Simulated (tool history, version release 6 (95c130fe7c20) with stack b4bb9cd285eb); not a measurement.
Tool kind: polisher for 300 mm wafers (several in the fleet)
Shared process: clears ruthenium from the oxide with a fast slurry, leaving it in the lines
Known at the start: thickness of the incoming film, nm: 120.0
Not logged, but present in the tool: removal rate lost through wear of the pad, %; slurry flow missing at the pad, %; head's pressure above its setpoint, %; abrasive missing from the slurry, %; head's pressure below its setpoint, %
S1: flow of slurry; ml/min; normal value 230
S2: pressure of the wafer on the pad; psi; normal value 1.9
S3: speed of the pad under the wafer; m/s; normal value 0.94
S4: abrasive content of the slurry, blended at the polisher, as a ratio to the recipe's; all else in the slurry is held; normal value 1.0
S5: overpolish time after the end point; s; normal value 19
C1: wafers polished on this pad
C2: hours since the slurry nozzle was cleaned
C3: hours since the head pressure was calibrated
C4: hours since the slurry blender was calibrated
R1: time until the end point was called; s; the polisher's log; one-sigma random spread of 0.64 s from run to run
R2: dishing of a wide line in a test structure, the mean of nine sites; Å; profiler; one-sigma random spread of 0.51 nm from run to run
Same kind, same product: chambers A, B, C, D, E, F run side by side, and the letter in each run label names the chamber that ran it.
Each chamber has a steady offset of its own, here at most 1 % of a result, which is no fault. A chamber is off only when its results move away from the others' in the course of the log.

{"run": "1A", "hour": 11.9, "S1": 230, "S2": 1.9, "S3": 0.94, "S4": 1.0, "S5": 19, "C1": 161, "C2": 69.8, "C3": 427.2, "C4": 13.9, "R1": 51.862, "R2": 344.16}
{"hour": 18.9, "done": "chamber C: slurry blender recalibrated"}
{"hour": 19.8, "done": "chamber A: head pressure recalibrated"}
{"hour": 23.3, "done": "chamber D: worn pad replaced by a new one"}
{"run": "2C", "hour": 23.5, "S1": 230, "S2": 1.9, "S3": 0.94, "S4": 1.0, "S5": 19, "C1": 376, "C2": 123.5, "C3": 814.6, "C4": 4.6, "R1": 51.576, "R2": 346.67}
{"hour": 27.4, "done": "chamber E: slurry nozzle cleaned"}
{"hour": 29.9, "done": "chamber F: worn pad replaced by a new one"}
{"hour": 31.7, "done": "chamber E: worn pad replaced by a new one"}
{"run": "3E", "hour": 35.3, "S1": 230, "S2": 1.9, "S3": 0.94, "S4": 1.0, "S5": 19, "C1": 33, "C2": 7.9, "C3": 777.8, "C4": 47.0, "R1": 51.408, "R2": 346.72}
{"run": "4F", "hour": 41.2, "S1": 230, "S2": 1.9, "S3": 0.94, "S4": 1.0, "S5": 19, "C1": 103, "C2": 73.3, "C3": 290.5, "C4": 205.4, "R1": 52.9, "R2": 346.12}
{"hour": 46.4, "done": "chamber B: worn pad replaced by a new one"}
{"run": "5D", "hour": 51.9, "S1": 230, "S2": 1.9, "S3": 0.94, "S4": 1.0, "S5": 19, "C1": 259, "C2": 180.6, "C3": 646.1, "C4": 101.3, "R1": 51.629, "R2": 336.99}
{"hour": 53.3, "done": "chamber C: worn pad replaced by a new one"}
{"hour": 59.4, "done": "chamber C: head pressure recalibrated"}
{"run": "6B", "hour": 59.8, "S1": 230, "S2": 1.9, "S3": 0.94, "S4": 1.0, "S5": 19, "C1": 121, "C2": 609.1, "C3": 563.9, "C4": 115.7, "R1": 50.999, "R2": 341.7}
{"hour": 67.8, "done": "chamber A: worn pad replaced by a new one"}
{"run": "7E", "hour": 71.8, "S1": 230, "S2": 2.3, "S3": 0.94, "S4": 1.0, "S5": 12, "C1": 363, "C2": 44.4, "C3": 814.3, "C4": 83.5, "R1": 43.43, "R2": 270.09}
{"run": "8A", "hour": 83.0, "S1": 230, "S2": 2.3, "S3": 0.94, "S4": 1.0, "S5": 12, "C1": 138, "C2": 140.9, "C3": 63.2, "C4": 85.0, "R1": 43.457, "R2": 267.36}
{"hour": 90.6, "done": "chamber D: slurry blender recalibrated"}
{"run": "9D", "hour": 93.4, "S1": 230, "S2": 2.3, "S3": 0.94, "S4": 1.0, "S5": 12, "C1": 634, "C2": 222.1, "C3": 687.6, "C4": 2.9, "R1": 42.738, "R2": 272.69}
{"hour": 94.8, "done": "chamber D: worn pad replaced by a new one"}
{"hour": 97.7, "done": "chamber A: slurry blender recalibrated"}
{"run": "10C", "hour": 101.8, "S1": 230, "S2": 2.3, "S3": 0.94, "S4": 1.0, "S5": 12, "C1": 439, "C2": 201.8, "C3": 42.4, "C4": 82.9, "R1": 43.009, "R2": 269.89}
{"run": "11F", "hour": 112.3, "S1": 230, "S2": 2.3, "S3": 0.94, "S4": 1.0, "S5": 12, "C1": 746, "C2": 144.4, "C3": 361.6, "C4": 276.5, "R1": 42.965, "R2": 275.86}
{"run": "12B", "hour": 121.3, "S1": 230, "S2": 2.3, "S3": 0.94, "S4": 1.0, "S5": 12, "C1": 678, "C2": 670.6, "C3": 625.4, "C4": 177.2, "R1": 42.164, "R2": 274.36}
{"run": "13E", "hour": 128.9, "S1": 230, "S2": 1.9, "S3": 0.94, "S4": 1.0, "S5": 19, "C1": 880, "C2": 101.5, "C3": 871.4, "C4": 140.6, "R1": 51.429, "R2": 343.73}
{"hour": 129.7, "done": "chamber C: worn pad replaced by a new one"}
{"hour": 130.0, "done": "chamber A: worn pad replaced by a new one"}
{"run": "14A", "hour": 134.5, "S1": 230, "S2": 1.9, "S3": 0.94, "S4": 1.0, "S5": 19, "C1": 41, "C2": 192.4, "C3": 114.7, "C4": 36.9, "R1": 51.996, "R2": 343.01}
{"run": "15C", "hour": 139.9, "S1": 230, "S2": 1.9, "S3": 0.94, "S4": 1.0, "S5": 19, "C1": 92, "C2": 239.9, "C3": 80.5, "C4": 121.0, "R1": 51.904, "R2": 349.89}
{"hour": 149.3, "done": "chamber B: slurry blender recalibrated"}
{"run": "16D", "hour": 150.5, "S1": 230, "S2": 1.9, "S3": 0.94, "S4": 1.0, "S5": 19, "C1": 504, "C2": 279.2, "C3": 744.7, "C4": 60.0, "R1": 52.243, "R2": 341.68}
{"hour": 157.8, "done": "chamber D: worn pad replaced by a new one"}
{"run": "17B", "hour": 162.1, "S1": 230, "S2": 1.9, "S3": 0.94, "S4": 1.0, "S5": 19, "C1": 1047, "C2": 711.4, "C3": 666.2, "C4": 12.8, "R1": 51.443, "R2": 340.71}
{"run": "18F", "hour": 170.2, "S1": 230, "S2": 1.9, "S3": 0.94, "S4": 1.0, "S5": 19, "C1": 1270, "C2": 202.3, "C3": 419.5, "C4": 334.4, "R1": 51.594, "R2": 342.13}
{"hour": 173.0, "done": "chamber E: worn pad replaced by a new one"}
{"hour": 174.9, "done": "chamber E: slurry blender recalibrated"}
{"run": "19A", "hour": 179.5, "S1": 230, "S2": 1.9, "S3": 0.94, "S4": 1.0, "S5": 19, "C1": 448, "C2": 237.4, "C3": 159.7, "C4": 81.9, "R1": 51.836, "R2": 349.24}
{"run": "20D", "hour": 185.7, "S1": 230, "S2": 1.9, "S3": 0.94, "S4": 1.0, "S5": 19, "C1": 252, "C2": 314.4, "C3": 779.9, "C4": 95.2, "R1": 53.121, "R2": 347.98}
{"hour": 186.3, "done": "chamber B: worn pad replaced by a new one"}
{"hour": 192.0, "done": "chamber F: worn pad replaced by a new one"}
{"run": "21E", "hour": 193.9, "S1": 230, "S2": 1.9, "S3": 0.94, "S4": 1.0, "S5": 19, "C1": 189, "C2": 166.5, "C3": 936.4, "C4": 19.0, "R1": 51.757, "R2": 347.37}
{"hour": 198.4, "done": "chamber C: worn pad replaced by a new one"}
{"hour": 202.8, "done": "chamber E: slurry nozzle cleaned"}
{"hour": 203.0, "done": "chamber A: slurry blender recalibrated"}
{"run": "22C", "hour": 203.7, "S1": 230, "S2": 2.3, "S3": 1.12, "S4": 1.0, "S5": 19, "C1": 48, "C2": 303.7, "C3": 144.3, "C4": 184.8, "R1": 36.978, "R2": 476.36}
{"hour": 208.1, "done": "chamber A: worn pad replaced by a new one"}
{"hour": 210.1, "done": "chamber B: slurry nozzle cleaned"}
{"run": "23F", "hour": 211.5, "S1": 230, "S2": 2.3, "S3": 1.12, "S4": 1.0, "S5": 19, "C1": 176, "C2": 243.6, "C3": 460.8, "C4": 375.7, "R1": 35.645, "R2": 462.86}
{"hour": 211.7, "done": "chamber D: slurry blender recalibrated"}
{"hour": 217.4, "done": "chamber D: slurry nozzle cleaned"}
{"run": "24B", "hour": 217.8, "S1": 230, "S2": 2.3, "S3": 1.12, "S4": 1.0, "S5": 19, "C1": 285, "C2": 7.7, "C3": 721.9, "C4": 68.5, "R1": 35.046, "R2": 470.56}
{"run": "25D", "hour": 225.8, "S1": 230, "S2": 2.3, "S3": 1.12, "S4": 1.0, "S5": 19, "C1": 615, "C2": 8.4, "C3": 820.0, "C4": 14.1, "R1": 36.217, "R2": 472.8}
{"hour": 229.9, "done": "chamber D: worn pad replaced by a new one"}
{"run": "26B", "hour": 234.8, "S1": 230, "S2": 2.3, "S3": 1.12, "S4": 1.0, "S5": 19, "C1": 439, "C2": 24.7, "C3": 738.9, "C4": 85.5, "R1": 35.688, "R2": 462.84}
{"run": "27C", "hour": 244.6, "S1": 230, "S2": 2.3, "S3": 1.12, "S4": 1.0, "S5": 19, "C1": 418, "C2": 344.6, "C3": 185.2, "C4": 225.7, "R1": 36.427, "R2": 475.81}
{"run": "28F", "hour": 252.5, "S1": 230, "S2": 1.9, "S3": 0.94, "S4": 1.0, "S5": 19, "C1": 547, "C2": 284.6, "C3": 501.8, "C4": 416.7, "R1": 52.121, "R2": 341.98}
{"run": "29A", "hour": 258.1, "S1": 230, "S2": 1.6, "S3": 0.94, "S4": 0.9, "S5": 19, "C1": 453, "C2": 316.0, "C3": 238.3, "C4": 55.2, "R1": 66.231, "R2": 282.83}
{"run": "30E", "hour": 269.6, "S1": 230, "S2": 1.6, "S3": 0.94, "S4": 0.9, "S5": 19, "C1": 874, "C2": 66.8, "C3": 1012.1, "C4": 94.7, "R1": 66.063, "R2": 297.69}
{"hour": 271.0, "done": "chamber A: worn pad replaced by a new one"}
{"hour": 279.8, "done": "chamber C: worn pad replaced by a new one"}
{"run": "31B", "hour": 280.2, "S1": 230, "S2": 1.6, "S3": 0.94, "S4": 0.9, "S5": 19, "C1": 850, "C2": 70.1, "C3": 784.3, "C4": 130.9, "R1": 63.542, "R2": 281.39}
{"run": "32A", "hour": 292.0, "S1": 230, "S2": 1.6, "S3": 0.94, "S4": 0.9, "S5": 19, "C1": 190, "C2": 349.9, "C3": 272.2, "C4": 89.1, "R1": 66.146, "R2": 273.97}
{"hour": 295.9, "done": "chamber F: slurry nozzle cleaned"}
{"run": "33E", "hour": 298.4, "S1": 230, "S2": 1.6, "S3": 0.94, "S4": 0.9, "S5": 19, "C1": 1135, "C2": 95.6, "C3": 1040.9, "C4": 123.5, "R1": 64.868, "R2": 290.87}
{"hour": 301.3, "done": "chamber D: worn pad replaced by a new one"}
{"hour": 301.3, "done": "chamber E: worn pad replaced by a new one"}
{"run": "34C", "hour": 308.1, "S1": 230, "S2": 1.6, "S3": 0.94, "S4": 0.9, "S5": 19, "C1": 256, "C2": 408.1, "C3": 248.7, "C4": 289.2, "R1": 65.952, "R2": 278.88}
{"run": "35F", "hour": 316.9, "S1": 230, "S2": 1.9, "S3": 0.94, "S4": 1.0, "S5": 19, "C1": 1130, "C2": 21.0, "C3": 566.2, "C4": 481.1, "R1": 51.849, "R2": 341.73}
{"run": "36D", "hour": 324.3, "S1": 230, "S2": 1.9, "S3": 0.94, "S4": 1.0, "S5": 19, "C1": 208, "C2": 106.9, "C3": 918.5, "C4": 112.6, "R1": 51.994, "R2": 343.24}
{"run": "37C", "hour": 332.2, "S1": 230, "S2": 1.9, "S3": 0.94, "S4": 1.0, "S5": 19, "C1": 474, "C2": 432.2, "C3": 272.8, "C4": 313.3, "R1": 52.943, "R2": 350.05}
{"hour": 333.4, "done": "chamber D: slurry blender recalibrated"}
{"hour": 336.0, "done": "chamber E: head pressure recalibrated"}
{"run": "38D", "hour": 340.7, "S1": 230, "S2": 1.9, "S3": 0.94, "S4": 1.0, "S5": 19, "C1": 357, "C2": 123.3, "C3": 934.9, "C4": 7.4, "R1": 52.552, "R2": 339.82}
{"run": "39E", "hour": 351.0, "S1": 230, "S2": 1.9, "S3": 0.94, "S4": 1.0, "S5": 19, "C1": 449, "C2": 148.2, "C3": 15.1, "C4": 176.1, "R1": 52.152, "R2": 349.79}

The same settings go to every chamber for the next run, one line per chamber below. Forecast the results for each:
{"run": "40A", "hour": 359.9, "S1": 230, "S2": 1.9, "S3": 1.16, "S4": 1.0, "S5": 19, "R1": "?", "R2": "?"}
{"run": "40B", "hour": 359.9, "S1": 230, "S2": 1.9, "S3": 1.16, "S4": 1.0, "S5": 19, "R1": "?", "R2": "?"}
{"run": "40C", "hour": 359.9, "S1": 230, "S2": 1.9, "S3": 1.16, "S4": 1.0, "S5": 19, "R1": "?", "R2": "?"}
{"run": "40D", "hour": 359.9, "S1": 230, "S2": 1.9, "S3": 1.16, "S4": 1.0, "S5": 19, "R1": "?", "R2": "?"}
{"run": "40E", "hour": 359.9, "S1": 230, "S2": 1.9, "S3": 1.16, "S4": 1.0, "S5": 19, "R1": "?", "R2": "?"}
{"run": "40F", "hour": 359.9, "S1": 230, "S2": 1.9, "S3": 1.16, "S4": 1.0, "S5": 19, "R1": "?", "R2": "?"}

run=40A R1=42.630 R2=409.33
run=40B R1=42.105 R2=427.90
run=40C R1=42.683 R2=396.89
run=40D R1=42.588 R2=416.29
run=40E R1=41.840 R2=413.89
run=40F R1=42.422 R2=417.14

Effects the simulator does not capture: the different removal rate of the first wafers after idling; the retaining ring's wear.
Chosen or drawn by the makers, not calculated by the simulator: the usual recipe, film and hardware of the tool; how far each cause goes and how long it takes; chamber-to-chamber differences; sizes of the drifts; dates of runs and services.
